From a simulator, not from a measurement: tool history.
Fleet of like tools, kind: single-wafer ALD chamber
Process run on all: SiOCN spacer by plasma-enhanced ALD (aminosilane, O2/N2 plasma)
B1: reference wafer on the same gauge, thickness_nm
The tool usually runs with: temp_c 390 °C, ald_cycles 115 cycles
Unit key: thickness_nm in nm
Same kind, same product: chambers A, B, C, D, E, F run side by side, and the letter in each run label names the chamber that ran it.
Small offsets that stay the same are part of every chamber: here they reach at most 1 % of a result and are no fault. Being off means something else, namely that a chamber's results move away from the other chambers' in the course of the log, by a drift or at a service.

{"run": "1E", "hour": 6.1, "temp_c": 390, "ald_cycles": 115, "B1": 7.4102, "thickness_nm": 6.9913}
{"run": "2D", "hour": 12.3, "temp_c": 390, "ald_cycles": 115, "B1": 7.4072, "thickness_nm": 6.984}
{"run": "3F", "hour": 18.6, "temp_c": 390, "ald_cycles": 115, "B1": 7.4062, "thickness_nm": 6.9287}
{"run": "4B", "hour": 21.8, "temp_c": 390, "ald_cycles": 115, "B1": 7.4072, "thickness_nm": 7.0034}
{"run": "5C", "hour": 24.9, "temp_c": 401, "ald_cycles": 137, "B1": 7.4038, "thickness_nm": 8.2143}
{"run": "6A", "hour": 31.0, "temp_c": 401, "ald_cycles": 137, "B1": 7.4063, "thickness_nm": 8.26}
{"run": "7C", "hour": 34.5, "temp_c": 401, "ald_cycles": 137, "B1": 7.4024, "thickness_nm": 8.2289}
{"run": "8D", "hour": 38.8, "temp_c": 401, "ald_cycles": 137, "B1": 7.4037, "thickness_nm": 8.2982}
{"run": "9A", "hour": 44.9, "temp_c": 401, "ald_cycles": 137, "B1": 7.4062, "thickness_nm": 8.2662}
{"run": "10E", "hour": 51.1, "temp_c": 401, "ald_cycles": 137, "B1": 7.4031, "thickness_nm": 8.2811}
{"run": "11F", "hour": 55.0, "temp_c": 402, "ald_cycles": 134, "B1": 7.4016, "thickness_nm": 8.0205}
{"run": "12B", "hour": 59.1, "temp_c": 402, "ald_cycles": 134, "B1": 7.4006, "thickness_nm": 8.0968}
{"run": "13C", "hour": 63.0, "temp_c": 402, "ald_cycles": 134, "B1": 7.4001, "thickness_nm": 8.0081}
{"run": "14D", "hour": 67.9, "temp_c": 402, "ald_cycles": 134, "B1": 7.3991, "thickness_nm": 8.0974}
{"run": "15E", "hour": 74.1, "temp_c": 402, "ald_cycles": 134, "B1": 7.398, "thickness_nm": 8.0687}
{"run": "16A", "hour": 79.4, "temp_c": 402, "ald_cycles": 134, "B1": 7.3964, "thickness_nm": 8.0407}
{"run": "17B", "hour": 84.9, "temp_c": 390, "ald_cycles": 115, "B1": 7.3962, "thickness_nm": 6.9972}
{"run": "18F", "hour": 88.1, "temp_c": 390, "ald_cycles": 115, "B1": 7.3948, "thickness_nm": 6.9243}
{"run": "19B", "hour": 93.3, "temp_c": 390, "ald_cycles": 115, "B1": 7.3964, "thickness_nm": 6.9883}
{"run": "20F", "hour": 99.7, "temp_c": 379, "ald_cycles": 115, "B1": 7.3921, "thickness_nm": 6.9167}
{"run": "21A", "hour": 104.1, "temp_c": 379, "ald_cycles": 115, "B1": 7.3943, "thickness_nm": 6.9571}
{"run": "22D", "hour": 108.1, "temp_c": 379, "ald_cycles": 115, "B1": 7.3917, "thickness_nm": 6.9751}
{"run": "23C", "hour": 114.2, "temp_c": 379, "ald_cycles": 115, "B1": 7.3918, "thickness_nm": 6.9117}
{"run": "24E", "hour": 117.1, "temp_c": 379, "ald_cycles": 115, "B1": 7.3905, "thickness_nm": 6.9691}
{"run": "25A", "hour": 120.8, "temp_c": 379, "ald_cycles": 115, "B1": 7.3892, "thickness_nm": 6.9528}
{"run": "26C", "hour": 124.5, "temp_c": 390, "ald_cycles": 115, "B1": 7.3894, "thickness_nm": 6.913}
{"run": "27D", "hour": 129.1, "temp_c": 390, "ald_cycles": 115, "B1": 7.3881, "thickness_nm": 6.9652}
{"run": "28F", "hour": 133.4, "temp_c": 390, "ald_cycles": 115, "B1": 7.3904, "thickness_nm": 6.9247}
{"run": "29B", "hour": 138.7, "temp_c": 390, "ald_cycles": 115, "B1": 7.3877, "thickness_nm": 6.9688}
{"run": "30E", "hour": 141.8, "temp_c": 390, "ald_cycles": 115, "B1": 7.3859, "thickness_nm": 6.9553}
{"run": "31E", "hour": 148.4, "temp_c": 390, "ald_cycles": 115, "B1": 7.3857, "thickness_nm": 6.9634}
{"run": "32D", "hour": 154.5, "temp_c": 390, "ald_cycles": 115, "B1": 7.3855, "thickness_nm": 6.9586}
{"run": "33C", "hour": 159.7, "temp_c": 390, "ald_cycles": 115, "B1": 7.3823, "thickness_nm": 6.9092}
{"run": "34A", "hour": 165.5, "temp_c": 390, "ald_cycles": 115, "B1": 7.3837, "thickness_nm": 6.9399}
{"run": "35B", "hour": 168.9, "temp_c": 390, "ald_cycles": 115, "B1": 7.3848, "thickness_nm": 6.9817}
{"run": "36F", "hour": 174.0, "temp_c": 380, "ald_cycles": 115, "B1": 7.3815, "thickness_nm": 6.9106}
{"run": "37A", "hour": 178.2, "temp_c": 380, "ald_cycles": 115, "B1": 7.3816, "thickness_nm": 6.9373}
{"run": "38E", "hour": 184.5, "temp_c": 380, "ald_cycles": 115, "B1": 7.3793, "thickness_nm": 6.9503}
{"run": "39D", "hour": 190.9, "temp_c": 380, "ald_cycles": 115, "B1": 7.377, "thickness_nm": 6.964}
{"run": "40F", "hour": 194.2, "temp_c": 380, "ald_cycles": 115, "B1": 7.3779, "thickness_nm": 6.9074}
{"run": "41C", "hour": 197.7, "temp_c": 380, "ald_cycles": 115, "B1": 7.3773, "thickness_nm": 6.9099}
{"run": "42B", "hour": 201.5, "temp_c": 390, "ald_cycles": 115, "B1": 7.3781, "thickness_nm": 6.9828}
{"run": "43E", "hour": 204.9, "temp_c": 390, "ald_cycles": 115, "B1": 7.3763, "thickness_nm": 6.9422}

Is one chamber off against the others, does the gauge drift, or is nothing wrong? If a chamber is off, say which, and what the likeliest cause is.

Every chamber seems to shift together because the gauge that measures them all drifts; the chambers themselves are fine.
What lies behind it: gauge reads low (%) = 0.452.
